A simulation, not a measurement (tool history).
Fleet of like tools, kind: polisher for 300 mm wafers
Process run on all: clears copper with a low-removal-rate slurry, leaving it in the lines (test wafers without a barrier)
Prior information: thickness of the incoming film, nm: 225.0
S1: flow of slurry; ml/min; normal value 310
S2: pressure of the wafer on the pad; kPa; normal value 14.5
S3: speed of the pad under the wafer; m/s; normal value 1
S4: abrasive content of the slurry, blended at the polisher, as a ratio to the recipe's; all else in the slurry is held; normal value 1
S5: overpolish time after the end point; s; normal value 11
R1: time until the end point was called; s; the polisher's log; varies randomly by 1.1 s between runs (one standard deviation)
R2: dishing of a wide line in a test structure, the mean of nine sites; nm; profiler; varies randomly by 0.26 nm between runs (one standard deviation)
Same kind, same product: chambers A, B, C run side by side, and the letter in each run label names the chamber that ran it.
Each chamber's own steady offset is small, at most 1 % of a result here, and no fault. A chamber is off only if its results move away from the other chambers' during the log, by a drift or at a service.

| run | hour | S1 | S2 | S3 | S4 | S5 | R1 | R2 |
|---|---|---|---|---|---|---|---|---|
| 1B | 9.1 | 310 | 14.5 | 1 | 1 | 11 | 104.51 | 17.103 |
|  | 12.8 | chamber C: slurry blender recalibrated |
| 2A | 19.7 | 310 | 14.5 | 1 | 1 | 11 | 107.48 | 17.335 |
| 3C | 31.4 | 310 | 14.5 | 1 | 1 | 11 | 106.28 | 16.911 |
| 4B | 36.7 | 310 | 14.5 | 1 | 1 | 11 | 106.81 | 16.923 |
|  | 40.9 | chamber C: worn pad replaced by a new one |
|  | 44.8 | chamber A: slurry nozzle cleaned |
| 5C | 47.8 | 310 | 14.5 | 1 | 1 | 11 | 105.55 | 16.942 |
| 6A | 58.8 | 310 | 14.5 | 1 | 1 | 11 | 107.01 | 17.017 |
| 7C | 65.7 | 275 | 14.5 | 1 | 1 | 11 | 108.03 | 17.148 |
|  | 74 | chamber A: worn pad replaced by a new one |
| 8A | 75.9 | 275 | 14.5 | 1 | 1 | 11 | 108.57 | 17.223 |
| 9B | 82.5 | 275 | 14.5 | 1 | 1 | 11 | 111.21 | 17.076 |
|  | 83.9 | chamber A: head pressure recalibrated |
| 10C | 94.3 | 310 | 14.5 | 1 | 1 | 11 | 107.16 | 16.724 |
| 11B | 100.5 | 310 | 14.5 | 1 | 1 | 11 | 104.92 | 17.166 |
| 12A | 106.6 | 310 | 14.5 | 1 | 1 | 11 | 93.996 | 19.261 |
| 13B | 112.6 | 310 | 14.5 | 1 | 1 | 11 | 105.38 | 17.476 |
| 14A | 120.9 | 310 | 14.5 | 1 | 1 | 11 | 95.129 | 18.999 |
|  | 122.6 | chamber B: head pressure recalibrated |
| 15C | 131.9 | 310 | 14.5 | 1 | 1 | 11 | 105.61 | 17.465 |
|  | 137.3 | chamber C: slurry blender recalibrated |
| 16C | 140.7 | 310 | 14.5 | 1 | 1 | 11 | 105.46 | 17.593 |
| 17B | 148.3 | 310 | 14.5 | 1 | 1 | 11 | 108.03 | 16.834 |
| 18A | 157.3 | 310 | 14.5 | 1 | 1 | 11 | 94.75 | 18.948 |
| 19A | 167.4 | 310 | 14.5 | 1 | 1 | 11 | 96.208 | 19.214 |
| 20B | 174.4 | 310 | 14.5 | 1 | 1 | 11 | 106.36 | 17.461 |

Read the log: is a single chamber off, either drifting away or since a service, is the gauge that measures every chamber drifting, or is nothing wrong beyond small per-chamber offsets? Name any odd chamber and what most likely caused it.

A service on chamber A put it out of line with the rest.
What lies behind it: head's pressure above its setpoint, % = 11.7.

Here are 4 candidates for chamber A's next run, each the usual settings with a change, their results left as question marks. Which one brings its results back in line with what the others give on the usual settings?
In line means no further than this from the other chambers' mean on the usual settings: R1 3.9 s; R2 0.9 nm
| 21A-1 | 182.8 | 310 | 13.8 | 0.94 | 1 | 11 | ? | ? |
| 21A-2 | 182.8 | 310 | 15.2 | 1.06 | 1 | 11 | ? | ? |
| 21A-3 | 182.8 | 305 | 13.1 | 0.9 | 1 | 11 | ? | ? |
| 21A-4 | 182.8 | 315 | 15.9 | 1.1 | 1 | 11 | ? | ? |

Usual-settings mean across the other chambers: R1 106.85 s; R2 17.099 nm
| run | R1 | R2 |
|---|---|---|
| 21A-1 | 106.84 | 17.206 |
| 21A-2 | 85.85 | 21.145 |
| 21A-3 | 117.81 | 15.676 |
| 21A-4 | 78.931 | 22.879 |
Change 21A-1 lands the chamber within the allowed miss of the other chambers.
